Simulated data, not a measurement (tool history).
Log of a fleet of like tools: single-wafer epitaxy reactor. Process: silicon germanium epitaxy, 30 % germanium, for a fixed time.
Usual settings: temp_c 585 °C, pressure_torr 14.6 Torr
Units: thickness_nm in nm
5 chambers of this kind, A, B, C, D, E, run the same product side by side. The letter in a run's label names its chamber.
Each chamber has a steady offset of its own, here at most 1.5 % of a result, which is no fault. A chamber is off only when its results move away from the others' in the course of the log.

run   hour  temp_c  pressure_torr  hours since the last pyrometer calibration  hours since the last manometer calibration  read-back reference wafer on the same gauge, thickness_nm  thickness_nm
       3.5  -- chamber A: pyrometer calibrated
 1D    5.2     585           14.6                                       196.5                                      1622.4                                                     44.298        39.538
 2A   14.8     585           14.6                                        11.3                                      1028.5                                                     44.308        39.185
 3B   23.9     585           14.6                                      1318.8                                       329.0                                                     44.325        38.993
 4E   32.6     585           14.6                                        72.9                                       914.9                                                     44.304        39.504
 5C   39.7     585           14.6                                       250.7                                        64.9                                                     44.326        39.393
 6E   47.7     585           11.8                                        88.0                                       930.0                                                     44.286        36.399
 7A   59.0     585           11.8                                        55.5                                      1072.7                                                     44.299        36.388
 8D   70.7     585           11.8                                       262.0                                      1687.9                                                     44.293        35.985
 9B   76.2     585           11.8                                      1371.1                                       381.3                                                     44.327        35.600
10C   85.8     585           11.8                                       296.8                                       111.0                                                     44.312        36.113
11D   95.6     585           14.6                                       286.9                                      1712.8                                                     44.296        39.259
12A  102.9     576           16.3                                        99.4                                      1116.6                                                     44.313        34.859
13E  113.0     576           16.3                                       153.3                                       995.3                                                     44.319        34.831
14B  123.2     576           16.3                                      1418.1                                       428.3                                                     44.272        34.167
15C  134.7     576           16.3                                       345.7                                       159.9                                                     44.307        34.838
16C  145.0     576           16.3                                       356.0                                       170.2                                                     44.305        34.912
17E  150.7     572           17.6                                       191.0                                      1033.0                                                     44.276        33.194
18D  159.0     572           17.6                                       350.3                                      1776.2                                                     44.293        32.930
19B  165.9     572           17.6                                      1460.8                                       471.0                                                     44.320        32.599
20A  177.5     572           17.6                                       174.0                                      1191.2                                                     44.281        33.332
21C  187.3     572           17.6                                       398.3                                       212.5                                                     44.306        33.380
22E  192.7     585           14.6                                       233.0                                      1075.0                                                     44.296        39.415
23A  199.7     580           17.1                                       196.2                                      1213.4                                                     44.316        38.340
24D  210.4     580           17.1                                       401.7                                      1827.6                                                     44.320        38.129
25B  221.8     580           17.1                                      1516.7                                       526.9                                                     44.294        37.724
26E  228.9     580           17.1                                       269.2                                      1111.2                                                     44.308        38.265
27D  236.1     580           17.1                                       427.4                                      1853.3                                                     44.339        38.046
28C  245.3     585           14.6                                       456.3                                       270.5                                                     44.296        39.265
29B  252.3     585           14.6                                      1547.2                                       557.4                                                     44.315        38.922
30A  258.1     585           14.6                                       254.6                                      1271.8                                                     44.302        39.305
31C  267.3     585           14.6                                       478.3                                       292.5                                                     44.310        39.388
32D  274.8     585           14.6                                       466.1                                      1892.0                                                     44.314        39.584
33B  284.3     585           14.6                                      1579.2                                       589.4                                                     44.323        38.871
34A  291.7     585           14.6                                       288.2                                      1305.4                                                     44.304        39.606
35E  300.4     585           14.6                                       340.7                                      1182.7                                                     44.309        39.719
36B  310.8     575           18.1                                      1605.7                                       615.9                                                     44.283        34.919
37C  321.9     575           18.1                                       532.9                                       347.1                                                     44.272        35.522

Is one chamber off against the others, does the gauge drift, or is nothing wrong? If a chamber is off, say which, and what the likeliest cause is.

No chamber stands off beyond its own small offset, and the gauge holds steady.
